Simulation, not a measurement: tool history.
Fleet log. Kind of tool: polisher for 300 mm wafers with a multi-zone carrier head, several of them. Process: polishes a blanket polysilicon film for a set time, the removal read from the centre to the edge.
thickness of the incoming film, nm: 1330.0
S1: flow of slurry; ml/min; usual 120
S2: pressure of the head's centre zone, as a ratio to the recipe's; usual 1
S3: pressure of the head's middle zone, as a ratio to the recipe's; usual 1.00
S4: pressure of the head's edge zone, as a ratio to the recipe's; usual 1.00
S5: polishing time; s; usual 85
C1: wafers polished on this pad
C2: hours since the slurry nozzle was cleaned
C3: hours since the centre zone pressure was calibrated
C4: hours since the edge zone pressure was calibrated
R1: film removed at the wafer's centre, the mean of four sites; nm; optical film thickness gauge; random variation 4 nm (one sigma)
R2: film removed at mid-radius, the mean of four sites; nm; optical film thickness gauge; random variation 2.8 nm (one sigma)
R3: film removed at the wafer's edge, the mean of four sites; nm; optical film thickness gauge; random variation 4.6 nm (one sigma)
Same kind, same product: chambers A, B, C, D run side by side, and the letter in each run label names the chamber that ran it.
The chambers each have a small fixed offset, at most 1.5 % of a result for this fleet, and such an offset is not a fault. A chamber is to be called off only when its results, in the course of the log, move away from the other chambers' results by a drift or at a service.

run	hour	S1	S2	S3	S4	S5	C1	C2	C3	C4	R1	R2	R3
1B	14.0	120	1	1.00	1.00	85	1452	176.1	109.8	508.1	411.14	415.86	407.65
# hour 25.6: chamber D: edge zone pressure recalibrated
# hour 26.8: chamber B: edge zone pressure recalibrated
2A	28.5	120	1	1.00	1.00	85	453	158.4	740.2	90.3	409.51	409.59	423.58
3C	38.3	120	1	1.00	1.00	85	524	427.5	1073.6	318.7	420.58	418.90	417.88
# hour 45.8: chamber B: worn pad replaced by a new one
4D	47.8	120	1	1.00	1.00	85	1286	482.0	488.9	22.2	420.87	418.70	417.49
# hour 54.4: chamber D: worn pad replaced by a new one
5C	59.3	120	1	1.00	1.00	85	664	448.5	1094.6	339.7	421.70	413.69	412.50
# hour 69.5: chamber C: worn pad replaced by a new one
6B	69.8	120	1	1.00	1.00	85	160	231.9	165.6	43.0	423.42	419.33	415.95
7D	79.5	120	1	1.00	1.00	85	168	513.7	520.6	53.9	416.77	416.26	410.23
8A	87.7	120	1	1.00	1.00	85	849	217.6	799.4	149.5	415.77	403.10	418.71
9D	102.5	120	1	1.00	1.00	85	321	536.7	543.6	76.9	421.01	418.01	415.88
10B	115.0	120	1	1.00	1.00	85	462	277.1	210.8	88.2	414.91	412.47	410.24
11C	125.0	120	1	1.00	1.00	85	371	514.2	1160.3	405.4	414.52	410.53	418.50
12A	134.6	120	1	1.00	1.00	85	1163	264.5	846.3	196.4	409.78	408.09	416.94
13D	141.6	120	1	1.00	1.00	85	583	575.8	582.7	116.0	421.46	413.91	415.31
14A	154.7	120	1	1.00	1.00	85	1297	284.6	866.4	216.5	409.73	407.54	418.99
# hour 167.1: chamber A: worn pad replaced by a new one
15B	167.7	120	1	1.00	1.00	85	814	329.8	263.5	140.9	408.08	411.34	415.12
16C	179.9	120	1	1.00	1.00	85	737	569.1	1215.2	460.3	415.73	413.26	415.52
17D	186.5	120	1	1.00	1.00	85	883	620.7	627.6	160.9	433.16	416.03	421.22
18A	199.5	120	1	1.00	1.00	85	216	329.4	911.2	261.3	411.95	412.01	418.72
# hour 202.2: chamber C: worn pad replaced by a new one
# hour 208.9: chamber C: slurry nozzle cleaned
19C	209.0	90	1	0.94	1.00	85	45	0.1	1244.3	489.4	382.03	366.47	395.26
20B	219.0	90	1	0.94	1.00	85	1157	381.1	314.8	192.2	378.78	363.19	386.50
21B	229.7	90	1	0.94	1.00	85	1229	391.8	325.5	202.9	372.04	364.82	390.74
# hour 232.2: chamber D: worn pad replaced by a new one
22A	236.8	90	1	0.94	1.00	85	466	366.7	948.5	298.6	376.05	356.88	398.61
23D	248.1	120	1	1.00	0.96	85	106	682.3	689.2	222.5	431.43	413.03	401.15
# hour 251.2: chamber D: slurry nozzle cleaned
# hour 257.9: chamber B: worn pad replaced by a new one
24C	259.4	120	1	1.00	0.96	85	382	50.5	1294.7	539.8	411.61	411.92	404.22
25B	271.6	120	1	1.00	0.96	85	91	433.7	367.4	244.8	411.12	410.49	403.30
26C	284.3	120	1	1.00	0.96	85	549	75.4	1319.6	564.7	415.23	417.67	401.07
27A	297.7	120	1	1.00	1.00	85	873	427.6	1009.4	359.5	416.03	405.94	414.74
28D	304.3	120	1	1.00	1.00	85	482	53.2	745.4	278.7	432.72	408.67	415.75
# hour 316.4: chamber A: slurry nozzle cleaned
29C	318.0	120	1	1.00	1.00	85	774	109.1	1353.3	598.4	422.05	414.61	406.44
30A	326.1	120	1	1.00	1.00	85	1062	9.7	1037.8	387.9	409.88	403.90	409.12
31B	336.4	120	1	1.00	1.00	85	524	498.5	432.2	309.6	415.52	413.41	402.03
32D	348.9	120	1	1.00	1.00	85	780	97.8	790.0	323.3	447.30	414.70	417.80

Decide between three cases: one chamber stands off from its peers, the gauge reading all wafers drifts, or nothing is wrong past each chamber's small offset. Where a chamber is off, say which and what most likely put it there.

Chamber D drifts away from the others.
Cause: centre zone's pressure above its setpoint, % = 7.17.

Which of the 4 candidates below, each the usual settings with something changed and its results left as question marks, puts chamber D back in line with what the other chambers give on the usual settings?
In line here means within this much of the mean the other chambers give on the usual settings: R1 14.00 nm; R2 9.80 nm; R3 16.00 nm
33D-1	359.7	125	1.05	0.99	0.98	86					?	?	?
33D-2	359.7	110	0.90	1.01	1.04	84					?	?	?
33D-3	359.7	130	1.10	0.99	0.96	86					?	?	?
33D-4	359.7	115	0.95	1.01	1.02	84					?	?	?

What the other chambers average on the usual settings: R1 414.32 nm; R2 411.54 nm; R3 413.81 nm
run	R1	R2	R3
33D-1	481.27	419.40	417.93
33D-2	384.61	404.88	411.90
33D-3	510.81	422.98	416.12
33D-4	412.94	409.31	410.90
Change 33D-4 lands the chamber within the allowed miss of the other chambers.
